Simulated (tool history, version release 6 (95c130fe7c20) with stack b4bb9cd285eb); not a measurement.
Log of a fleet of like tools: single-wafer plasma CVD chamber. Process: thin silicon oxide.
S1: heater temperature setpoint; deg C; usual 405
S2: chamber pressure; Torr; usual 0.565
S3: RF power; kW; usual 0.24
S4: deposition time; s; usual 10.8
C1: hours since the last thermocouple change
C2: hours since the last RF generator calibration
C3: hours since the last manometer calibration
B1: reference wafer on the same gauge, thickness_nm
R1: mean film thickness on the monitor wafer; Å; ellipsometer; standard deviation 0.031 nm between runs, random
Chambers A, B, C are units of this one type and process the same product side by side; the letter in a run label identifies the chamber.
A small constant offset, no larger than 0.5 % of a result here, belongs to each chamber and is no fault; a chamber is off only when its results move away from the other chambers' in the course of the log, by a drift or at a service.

Run 1C, day 0.188: usual settings; C1 397.8; C2 703.1; C3 2358.8; B1 12.498. Result: R1 123.98 Å.
Run 2A, day 0.396: usual settings; C1 2358.4; C2 559.5; C3 449.9; B1 12.489. Result: R1 125.06 Å.
Run 3B, day 0.546: usual settings; C1 1920.3; C2 1730.6; C3 1343.2; B1 12.501. Result: R1 124.98 Å.
Run 4A, day 0.738: usual settings; C1 2366.6; C2 567.7; C3 458.1; B1 12.503. Result: R1 124.94 Å.
Run 5C, day 0.988: usual settings but S3 0.255 kW, S4 9.3 s; C1 417; C2 722.3; C3 2378; B1 12.5. Result: R1 110.02 Å.
Run 6B, day 1.15: usual settings but S3 0.255 kW, S4 9.3 s; C1 1934.8; C2 1745.1; C3 1357.7; B1 12.499. Result: R1 110.58 Å.
Run 7C, day 1.354: usual settings but S3 0.255 kW, S4 9.3 s; C1 425.8; C2 731.1; C3 2386.8; B1 12.497. Result: R1 110.42 Å.
Run 8A, day 1.554: usual settings; C1 2386.2; C2 587.3; C3 477.7; B1 12.502. Result: R1 124.67 Å.
Run 9B, day 1.754: usual settings; C1 1949.3; C2 1759.6; C3 1372.2; B1 12.498. Result: R1 124.48 Å.
Run 10C, day 1.917: usual settings; C1 439.3; C2 744.6; C3 2400.3; B1 12.499. Result: R1 124.18 Å.
Run 11A, day 2.038: usual settings; C1 2397.8; C2 598.9; C3 489.3; B1 12.502. Result: R1 125.2 Å.
Run 12B, day 2.188: usual settings; C1 1959.7; C2 1770; C3 1382.6; B1 12.493. Result: R1 124.85 Å.
Run 13A, day 2.417: usual settings; C1 2406.9; C2 608; C3 498.4; B1 12.505. Result: R1 125.04 Å.
Run 14C, day 2.533: usual settings; C1 454.1; C2 759.4; C3 2415.1; B1 12.501. Result: R1 123.71 Å.
Run 15B, day 2.767: usual settings; C1 1973.6; C2 1783.9; C3 1396.5; B1 12.5. Result: R1 124.96 Å.
Run 16C, day 2.892: usual settings but S1 392 deg C, S4 9.5 s; C1 462.7; C2 768; C3 2423.7; B1 12.499. Result: R1 110.46 Å.
Run 17A, day 3.012: usual settings but S1 392 deg C, S4 9.5 s; C1 2421.2; C2 622.3; C3 512.7; B1 12.5. Result: R1 110.47 Å.
Run 18B, day 3.188: usual settings but S1 392 deg C, S4 9.5 s; C1 1983.7; C2 1794; C3 1406.6; B1 12.505. Result: R1 110.61 Å.
Run 19B, day 3.4: usual settings; C1 1988.8; C2 1799.1; C3 1411.7; B1 12.496. Result: R1 124.73 Å.
Run 20A, day 3.65: usual settings; C1 2436.5; C2 637.6; C3 528; B1 12.497. Result: R1 124.77 Å.

Next, all 3 chambers run the settings below, one line each with question marks for the results. What does each chamber give?
Run 21A, day 3.838: usual settings but S3 0.28 kW. Result: R1 ?.
Run 21B, day 3.838: usual settings but S3 0.28 kW. Result: R1 ?.
Run 21C, day 3.838: usual settings but S3 0.28 kW. Result: R1 ?.

run      R1
21A  133.85
21B  133.63
21C  133.27
